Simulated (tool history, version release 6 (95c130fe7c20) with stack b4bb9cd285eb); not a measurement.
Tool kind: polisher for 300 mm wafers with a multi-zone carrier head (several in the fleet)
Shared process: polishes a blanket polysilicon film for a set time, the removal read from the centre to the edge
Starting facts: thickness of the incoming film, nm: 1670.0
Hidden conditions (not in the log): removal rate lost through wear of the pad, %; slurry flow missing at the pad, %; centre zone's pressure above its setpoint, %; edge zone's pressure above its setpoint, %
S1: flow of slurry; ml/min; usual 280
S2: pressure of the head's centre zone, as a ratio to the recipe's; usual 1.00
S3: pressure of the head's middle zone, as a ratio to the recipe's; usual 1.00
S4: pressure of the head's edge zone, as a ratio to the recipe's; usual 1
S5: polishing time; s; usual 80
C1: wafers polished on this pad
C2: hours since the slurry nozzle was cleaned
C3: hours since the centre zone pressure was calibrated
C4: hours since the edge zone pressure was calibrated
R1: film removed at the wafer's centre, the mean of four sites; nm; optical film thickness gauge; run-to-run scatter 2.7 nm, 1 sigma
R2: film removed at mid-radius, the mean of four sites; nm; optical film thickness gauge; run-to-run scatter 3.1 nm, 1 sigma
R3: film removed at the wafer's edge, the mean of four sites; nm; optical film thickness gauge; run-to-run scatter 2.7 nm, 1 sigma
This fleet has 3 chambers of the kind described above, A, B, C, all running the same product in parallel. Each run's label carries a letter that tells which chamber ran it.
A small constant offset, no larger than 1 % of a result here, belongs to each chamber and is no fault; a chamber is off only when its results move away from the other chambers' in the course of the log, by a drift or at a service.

run	day	S1	S2	S3	S4	S5	C1	C2	C3	C4	R1	R2	R3
# day 0.062: chamber C: centre zone pressure recalibrated
1A	0.229	280	1.00	1.00	1	80	507	312.5	655.8	118.5	438.65	434.32	439.35
2C	0.488	280	1.00	1.00	1	80	416	468.5	10.3	613.4	436.43	441.78	436.60
3B	0.688	280	1.00	1.00	1	80	356	188.6	377.0	804.0	434.29	433.90	433.91
4B	0.883	280	1.00	1.00	1	80	385	193.3	381.7	808.7	436.16	434.30	437.71
5A	1.038	280	1.00	1.00	1	80	626	331.9	675.2	137.9	435.51	441.75	437.22
6C	1.296	280	1.00	1.00	1	80	535	487.9	29.7	632.8	438.06	433.66	440.65
# day 1.388: chamber B: slurry nozzle cleaned
7B	1.442	280	1.00	1.00	1	80	467	1.4	395.1	822.1	438.72	436.72	434.27
8C	1.625	280	1.00	1.00	1	80	583	495.8	37.6	640.7	433.99	438.05	444.06
9A	1.788	280	1.00	1.00	1	80	736	349.9	693.2	155.9	435.80	435.73	441.06
10A	1.971	280	1.00	1.00	1	80	763	354.3	697.6	160.3	434.24	432.01	437.60
11C	2.258	280	1.00	1.00	1	80	676	511.0	52.8	655.9	441.06	442.07	437.07
12B	2.542	280	1.00	1.00	1	80	628	27.8	421.5	848.5	442.83	429.25	435.12
13A	2.842	280	1.00	0.95	1	80	891	375.2	718.5	181.2	435.65	412.63	434.31
14C	3.046	280	1.00	0.95	1	80	792	529.9	71.7	674.8	439.00	418.23	443.13
15B	3.321	280	1.00	0.95	1	80	743	46.5	440.2	867.2	440.70	416.07	433.86
16C	3.550	280	1.00	1.00	1	80	866	542.0	83.8	686.9	436.26	433.09	439.44
17B	3.683	280	1.00	1.00	1	80	796	55.2	448.9	875.9	444.79	434.71	431.23
18A	3.867	280	1.00	1.00	1	80	1041	399.8	743.1	205.8	435.74	436.51	438.73
19A	4.046	280	1.00	1.00	1	100	1068	404.1	747.4	210.1	540.31	542.55	548.63
20C	4.296	280	1.00	1.00	1	100	976	559.9	101.7	704.8	549.98	547.45	547.66
21B	4.467	280	1.00	1.00	1	100	911	74.0	467.7	894.7	559.95	536.72	539.89
22C	4.712	280	1.00	1.00	1	80	1037	569.9	111.7	714.8	437.85	431.40	439.05
# day 4.808: chamber B: worn pad replaced by a new one
# day 4.900: chamber C: worn pad replaced by a new one
23B	4.929	280	1.00	1.00	1	59	18	85.1	478.8	905.8	334.94	325.47	320.91
24A	5.154	280	1.00	1.00	1	59	1231	430.7	774.0	236.7	323.28	321.87	320.60
# day 5.200: chamber A: worn pad replaced by a new one
25C	5.338	280	1.00	1.00	1	59	64	584.9	126.7	729.8	321.91	321.95	325.15
26B	5.575	280	1.00	1.00	1	80	112	100.6	494.3	921.3	452.68	437.46	436.87
27A	5.712	280	1.00	1.00	1	80	75	444.1	787.4	250.1	434.25	435.24	435.38
28C	5.988	280	1.00	1.00	1	80	160	600.5	142.3	745.4	441.73	440.68	439.89
29A	6.300	280	1.00	1.00	1	80	162	458.2	801.5	264.2	436.39	435.87	440.05
30B	6.446	280	1.00	1.00	1	80	240	121.5	515.2	942.2	453.93	438.55	433.26
31C	6.638	280	1.00	1.00	1	80	255	616.1	157.9	761.0	436.46	434.18	443.39
32A	6.804	280	1.00	1.00	1	80	236	470.3	813.6	276.3	438.66	432.22	442.84
33B	7.042	280	1.09	1.00	1	99	328	135.8	529.5	956.5	622.57	537.20	542.29
34A	7.254	280	1.09	1.00	1	99	302	481.1	824.4	287.1	593.25	533.38	543.54
35C	7.554	280	1.09	1.00	1	99	390	638.1	179.9	783.0	595.60	538.80	544.55
36B	7.779	280	1.11	1.00	1	80	436	153.5	547.2	974.2	512.40	432.24	437.64
37A	8.054	280	1.11	1.00	1	80	419	500.3	843.6	306.3	487.23	440.29	436.39

Is one chamber out of step, is the gauge drifting, or do the chambers differ by no more than their own small offsets? For an off chamber, give its letter and the likeliest cause.

One chamber, B, drifts off from the rest bit by bit.
Likeliest cause: centre zone's pressure above its setpoint, % = 4.25.

Which of the 4 candidates below, each the usual settings with something changed and its results left as question marks, puts chamber B back in line with what the other chambers give on the usual settings?
Allowed miss from the other chambers' usual-settings mean, per result, to count as in line: R1 9.60 nm; R2 11.00 nm; R3 9.40 nm
38B-1	8.275	275	0.92	1.00	1.04	81					?	?	?
38B-2	8.275	285	1.08	1.00	0.96	80					?	?	?
38B-3	8.275	285	1.04	1.00	0.98	80					?	?	?
38B-4	8.275	275	0.96	1.00	1.02	80					?	?	?

The mean the other chambers reach with the usual settings: R1 436.28 nm; R2 435.72 nm; R3 439.49 nm
run	R1	R2	R3
38B-1	420.39	441.68	448.66
38B-2	497.97	437.49	426.36
38B-3	477.71	437.58	430.87
38B-4	435.38	436.13	438.63
38B-4 brings the chamber back in line.
